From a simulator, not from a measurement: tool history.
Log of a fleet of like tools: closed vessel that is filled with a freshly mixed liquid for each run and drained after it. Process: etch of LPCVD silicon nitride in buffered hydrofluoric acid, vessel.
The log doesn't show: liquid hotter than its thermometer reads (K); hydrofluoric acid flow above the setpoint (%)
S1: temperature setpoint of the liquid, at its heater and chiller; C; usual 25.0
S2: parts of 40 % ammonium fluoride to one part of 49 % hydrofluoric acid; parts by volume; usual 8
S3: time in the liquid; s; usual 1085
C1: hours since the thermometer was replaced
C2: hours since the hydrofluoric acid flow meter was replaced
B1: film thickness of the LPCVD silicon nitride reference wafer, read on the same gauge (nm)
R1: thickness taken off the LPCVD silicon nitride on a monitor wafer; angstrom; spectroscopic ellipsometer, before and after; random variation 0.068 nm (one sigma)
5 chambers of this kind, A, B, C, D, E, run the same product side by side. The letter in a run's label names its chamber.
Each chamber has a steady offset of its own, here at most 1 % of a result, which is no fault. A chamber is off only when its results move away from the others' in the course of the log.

run	hour	S1	S2	S3	C1	C2	B1	R1
1B	5.5	25.0	8	1085	300.4	548.9	40.000	205.48
2E	12.2	25.0	8	1085	172.4	560.8	39.998	205.93
3C	18.5	25.0	8	1085	310.9	2005.0	40.011	204.08
4A	24.5	25.0	8	1085	228.7	1486.8	40.015	204.97
5D	31.7	25.0	8	1085	198.0	476.3	40.022	205.27
# hour 34.2: chamber C: hydrofluoric acid flow meter replaced
6D	36.4	25.0	8	1085	202.7	481.0	39.990	205.36
7B	43.1	25.0	8	855	338.0	586.5	39.993	162.54
8C	47.6	25.0	8	855	340.0	13.4	40.001	160.02
9A	53.8	25.0	8	855	258.0	1516.1	40.005	162.23
10E	58.3	25.0	8	855	218.5	606.9	40.026	162.09
11B	63.2	25.0	8	855	358.1	606.6	40.006	162.98
12D	68.7	25.0	8	1085	235.0	513.3	39.956	206.32
13C	74.7	22.0	8	1085	367.1	40.5	40.016	175.31
14E	79.4	22.0	8	1085	239.6	628.0	40.020	174.02
15A	84.9	22.0	8	1085	289.1	1547.2	40.006	174.44
16A	91.6	22.0	8	1085	295.8	1553.9	39.995	174.12
17E	99.2	22.0	8	1085	259.4	647.8	40.001	175.66
18C	103.0	25.0	7	1465	395.4	68.8	39.979	318.40
19D	106.4	25.0	7	1465	272.7	551.0	39.997	322.49
20B	112.2	25.0	7	1465	407.1	655.6	40.064	326.08
21C	118.7	25.0	7	1465	411.1	84.5	39.993	318.79
22B	124.3	25.0	7	1465	419.2	667.7	39.999	325.61
23E	128.9	25.0	8	1085	289.1	677.5	40.006	206.55
24D	133.1	25.0	8	1085	299.4	577.7	39.962	205.96
25A	140.1	25.0	8	1085	344.3	1602.4	39.985	205.42
26B	143.9	25.0	8	1085	438.8	687.3	40.016	211.40
27C	149.1	25.0	8	1085	441.5	114.9	39.999	202.82
28D	153.1	25.0	8	1410	319.4	597.7	40.003	267.22
29A	160.3	25.0	8	1410	364.5	1622.6	39.983	265.90
30E	164.2	25.0	8	1410	324.4	712.8	40.049	266.49
31A	171.3	25.0	8	1410	375.5	1633.6	40.022	267.31

Is one chamber off against the others, does the gauge drift, or is nothing wrong? If a chamber is off, say which, and what the likeliest cause is.

Chamber B drifts away from the others.
Cause: hydrofluoric acid flow above the setpoint (%) = 3.13.
The log may not tell that from: liquid hotter than its thermometer reads (K).

Here are 4 candidates for chamber B's next run, each the usual settings with a change, their results left as question marks. Which one brings its results back in line with what the others give on the usual settings?
In line means no further than this from the other chambers' mean on the usual settings: R1 2.40 angstrom
32B-1	176.8	25.0	8	1070				?
32B-2	176.8	25.0	8	1125				?
32B-3	176.8	25.0	8	1045				?
32B-4	176.8	25.0	8	1100				?

The other chambers' mean on the usual settings: R1 205.20 angstrom
run	R1
32B-1	209.73
32B-2	220.51
32B-3	204.83
32B-4	215.61
32B-3 brings the chamber back in line.

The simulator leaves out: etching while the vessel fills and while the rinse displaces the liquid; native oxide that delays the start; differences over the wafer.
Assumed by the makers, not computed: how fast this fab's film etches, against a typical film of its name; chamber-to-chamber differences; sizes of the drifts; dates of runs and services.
